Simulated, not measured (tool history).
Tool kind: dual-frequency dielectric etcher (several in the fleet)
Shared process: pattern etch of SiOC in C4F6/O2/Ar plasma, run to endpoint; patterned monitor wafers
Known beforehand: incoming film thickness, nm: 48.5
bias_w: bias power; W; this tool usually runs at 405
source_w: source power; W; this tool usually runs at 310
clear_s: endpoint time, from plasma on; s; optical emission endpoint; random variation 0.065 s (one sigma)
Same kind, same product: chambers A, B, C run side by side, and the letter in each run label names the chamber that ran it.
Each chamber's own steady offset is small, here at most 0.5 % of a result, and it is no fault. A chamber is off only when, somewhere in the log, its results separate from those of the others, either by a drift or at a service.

run	hour	bias_w	source_w	hours since the last wet clean	hours since the last bias power generator calibration	hours since the last source power generator calibration	clear_s
1C	4.5	405	310	318.4	733.6	1192.1	19.394
2B	11.7	405	310	143.6	3392.4	182.8	19.535
3A	18.1	405	310	582.1	1018.3	1290.1	19.290
4C	25.2	405	310	339.1	754.3	1212.8	19.357
5A	29.4	405	310	593.4	1029.6	1301.4	19.223
6B	36.7	405	310	168.6	3417.4	207.8	19.554
7B	42.1	405	310	174.0	3422.8	213.2	19.452
8A	48.3	405	310	612.3	1048.5	1320.3	19.421
9C	51.8	405	310	365.7	780.9	1239.4	19.351
# hour 57.6: chamber A: wet clean of the chamber
10A	59.3	405	270	1.7	1059.5	1331.3	19.650
11B	67.1	405	270	199.0	3447.8	238.2	20.519
12C	72.0	405	270	385.9	801.1	1259.6	20.356
13A	79.2	371	380	21.6	1079.4	1351.2	17.864
14C	85.1	371	380	399.0	814.2	1272.7	18.561
15B	91.9	371	380	223.8	3472.6	263.0	18.584
16B	96.8	405	310	228.7	3477.5	267.9	19.469
17A	103.1	443	240	45.5	1103.3	1375.1	19.924
18C	107.5	443	240	421.4	836.6	1295.1	20.357
19C	112.2	443	240	426.1	841.3	1299.8	20.617
20B	115.9	405	310	247.8	3496.6	287.0	19.592
21A	120.8	405	310	63.2	1121.0	1392.8	18.593

Is one chamber out of step, is the gauge drifting, or do the chambers differ by no more than their own small offsets? For an off chamber, give its letter and the likeliest cause.

A service on chamber A put it out of line with the rest.
What lies behind it: etch rate over this chamber's usual, % = 3.6.

Which of the 4 candidates below, each the usual settings with something changed and its results left as question marks, puts chamber A back in line with what the other chambers give on the usual settings?
To be in line, a result may differ from the other chambers' mean on the usual settings by at most: clear_s 0.230 s
22A-1	126.4	387	290				?
22A-2	126.4	449	310				?
22A-3	126.4	339	310				?
22A-4	126.4	438	340				?

What the other chambers average on the usual settings: clear_s 19.395 s
run	clear_s
22A-1	19.457
22A-2	17.976
22A-3	19.896
22A-4	17.529
The right change is 22A-1: it brings the chamber back within the allowed miss of the others.
